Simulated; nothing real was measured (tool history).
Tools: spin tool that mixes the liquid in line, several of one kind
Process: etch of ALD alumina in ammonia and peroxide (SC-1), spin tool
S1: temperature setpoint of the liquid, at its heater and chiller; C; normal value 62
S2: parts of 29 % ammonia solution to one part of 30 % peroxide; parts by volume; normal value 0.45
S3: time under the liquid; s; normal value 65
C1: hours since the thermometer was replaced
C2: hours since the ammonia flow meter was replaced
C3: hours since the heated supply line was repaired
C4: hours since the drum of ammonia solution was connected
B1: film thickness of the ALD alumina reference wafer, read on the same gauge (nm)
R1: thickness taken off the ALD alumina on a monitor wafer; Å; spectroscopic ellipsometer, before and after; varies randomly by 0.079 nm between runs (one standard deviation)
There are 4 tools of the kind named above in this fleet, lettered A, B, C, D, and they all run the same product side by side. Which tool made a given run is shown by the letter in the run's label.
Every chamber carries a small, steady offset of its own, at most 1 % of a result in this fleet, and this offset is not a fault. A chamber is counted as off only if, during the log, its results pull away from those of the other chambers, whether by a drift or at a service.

| run | hour | S1 | S2 | S3 | C1 | C2 | C3 | C4 | B1 | R1 |
|---|---|---|---|---|---|---|---|---|---|---|
| 1D | 6.3 | 62 | 0.45 | 65 | 528.8 | 875.7 | 630.4 | 471.4 | 99.963 | 86.651 |
| 2B | 12.9 | 62 | 0.45 | 65 | 287.7 | 422.7 | 1212.4 | 258.4 | 100 | 86.821 |
| 3C | 18.3 | 62 | 0.45 | 65 | 1313 | 121.5 | 54.9 | 125.7 | 100.01 | 87.543 |
| 4A | 26.3 | 62 | 0.45 | 65 | 139.9 | 1094.5 | 1053.1 | 354.4 | 99.978 | 86.824 |
| 5C | 33.7 | 62 | 0.45 | 65 | 1328.4 | 136.9 | 70.3 | 141.1 | 99.985 | 87.319 |
|  | 40.7 | chamber D: ammonia flow meter replaced |
| 6D | 44.9 | 62 | 0.45 | 65 | 567.4 | 4.3 | 669 | 510 | 100.02 | 86.175 |
| 7A | 52.7 | 62 | 0.45 | 65 | 166.3 | 1120.9 | 1079.5 | 380.8 | 100 | 88.654 |
| 8B | 57.9 | 62 | 0.45 | 65 | 332.7 | 467.7 | 1257.4 | 303.4 | 100.03 | 87.6 |
| 9B | 65.3 | 62 | 0.45 | 65 | 340.1 | 475.1 | 1264.8 | 310.8 | 100.01 | 86.292 |
| 10C | 73.7 | 57 | 0.45 | 65 | 1368.4 | 176.9 | 110.3 | 181.1 | 99.994 | 68.288 |
| 11A | 84.2 | 57 | 0.45 | 65 | 197.8 | 1152.4 | 1111 | 412.3 | 99.979 | 69.206 |
| 12D | 89.5 | 57 | 0.45 | 65 | 612 | 48.9 | 713.6 | 554.6 | 99.965 | 67.359 |
| 13A | 96 | 57 | 0.45 | 65 | 209.6 | 1164.2 | 1122.8 | 424.1 | 99.998 | 68.853 |
| 14B | 106.1 | 66 | 0.45 | 65 | 380.9 | 515.9 | 1305.6 | 351.6 | 100.02 | 105.77 |
|  | 108 | chamber B: ammonia flow meter replaced |
| 15D | 112.9 | 66 | 0.45 | 65 | 635.4 | 72.3 | 737 | 578 | 99.973 | 104.04 |
| 16C | 121 | 66 | 0.45 | 65 | 1415.7 | 224.2 | 157.6 | 228.4 | 100.02 | 107.72 |
| 17C | 130.9 | 66 | 0.45 | 65 | 1425.6 | 234.1 | 167.5 | 238.3 | 100.03 | 105.67 |
| 18B | 140.8 | 62 | 0.45 | 65 | 415.6 | 32.8 | 1340.3 | 386.3 | 100.01 | 86.549 |
| 19A | 151.8 | 62 | 0.45 | 65 | 265.4 | 1220 | 1178.6 | 479.9 | 100.01 | 87.159 |
| 20D | 161.4 | 62 | 0.45 | 65 | 683.9 | 120.8 | 785.5 | 626.5 | 100 | 87.398 |
| 21C | 166.9 | 62 | 0.45 | 65 | 1461.6 | 270.1 | 203.5 | 274.3 | 100.01 | 86.984 |
| 22B | 175.5 | 62 | 0.45 | 65 | 450.3 | 67.5 | 1375 | 421 | 100.01 | 85.958 |
| 23A | 184.8 | 70 | 0.65 | 65 | 298.4 | 1253 | 1211.6 | 512.9 | 100 | 133.58 |
| 24D | 194 | 70 | 0.65 | 65 | 716.5 | 153.4 | 818.1 | 659.1 | 100.02 | 131.51 |
| 25D | 201 | 70 | 0.65 | 65 | 723.5 | 160.4 | 825.1 | 666.1 | 99.964 | 131.78 |
| 26B | 210.4 | 70 | 0.65 | 65 | 485.2 | 102.4 | 1409.9 | 455.9 | 100.02 | 130.83 |
| 27A | 216.7 | 62 | 0.45 | 65 | 330.3 | 1284.9 | 1243.5 | 544.8 | 100.01 | 88.004 |
| 28C | 224.4 | 62 | 0.45 | 65 | 1519.1 | 327.6 | 261 | 331.8 | 99.996 | 87.507 |
| 29C | 234.6 | 62 | 0.45 | 65 | 1529.3 | 337.8 | 271.2 | 342 | 100.01 | 86.95 |
|  | 240.1 | chamber B: new drum of ammonia solution connected |
| 30B | 244 | 62 | 0.45 | 65 | 518.8 | 136 | 1443.5 | 3.9 | 100.01 | 84.555 |
| 31D | 252.2 | 62 | 0.45 | 65 | 774.7 | 211.6 | 876.3 | 717.3 | 100.03 | 86.48 |
| 32A | 261.1 | 62 | 0.45 | 65 | 374.7 | 1329.3 | 1287.9 | 589.2 | 99.994 | 86.234 |
|  | 263.2 | chamber C: new drum of ammonia solution connected |
| 33D | 269.3 | 62 | 0.45 | 95 | 791.8 | 228.7 | 893.4 | 734.4 | 100.02 | 126.06 |
| 34A | 279.3 | 62 | 0.45 | 95 | 392.9 | 1347.5 | 1306.1 | 607.4 | 99.972 | 128.19 |
| 35B | 286.7 | 62 | 0.45 | 95 | 561.5 | 178.7 | 1486.2 | 46.6 | 100.02 | 122.09 |
| 36C | 293 | 62 | 0.45 | 95 | 1587.7 | 396.2 | 329.6 | 29.9 | 99.999 | 128.3 |
| 37C | 299.3 | 62 | 0.45 | 65 | 1594 | 402.5 | 335.9 | 36.2 | 99.978 | 87.464 |
| 38D | 310 | 70 | 0.45 | 35 | 832.5 | 269.4 | 934.1 | 775.1 | 100.02 | 68.848 |
| 39B | 317.3 | 70 | 0.45 | 35 | 592.1 | 209.3 | 1516.8 | 77.2 | 99.985 | 65.127 |
| 40A | 326.7 | 70 | 0.45 | 35 | 440.3 | 1394.9 | 1353.5 | 654.8 | 100.01 | 69.941 |
| 41D | 332 | 70 | 0.45 | 35 | 854.5 | 291.4 | 956.1 | 797.1 | 99.989 | 68.463 |

One chamber off, gauge drift, or nothing amiss beyond the chambers' own small offsets? If it is a chamber, which one, and what is the likeliest cause?

Little by little, chamber B moves away from the other chambers.
What lies behind it: temperature lost on the way to the wafer (K) = 1.14.
From this log alone, it may not be told apart from: liquid colder than its thermometer reads (K).

Chamber B could run next with any of the 4 candidate recipes listed below; each alters the usual settings, and their results appear as question marks. Which one brings its results back in line with what the other chambers deliver on the usual settings?
Maximum distance from the other chambers' mean on the usual settings for a result to count as in line: R1 2.8 Å
| 42B-1 | 340 | 63 | 0.45 | 65 |  |  |  |  |  | ? |
| 42B-2 | 340 | 61 | 0.45 | 65 |  |  |  |  |  | ? |
| 42B-3 | 340 | 63 | 0.45 | 70 |  |  |  |  |  | ? |
| 42B-4 | 340 | 59.5 | 0.45 | 65 |  |  |  |  |  | ? |

Average result of the remaining chambers running the usual settings: R1 87.379 Å
| run | R1 |
|---|---|
| 42B-1 | 86.483 |
| 42B-2 | 78.055 |
| 42B-3 | 93.135 |
| 42B-4 | 72.239 |
42B-1 puts the chamber back in line with the other chambers.
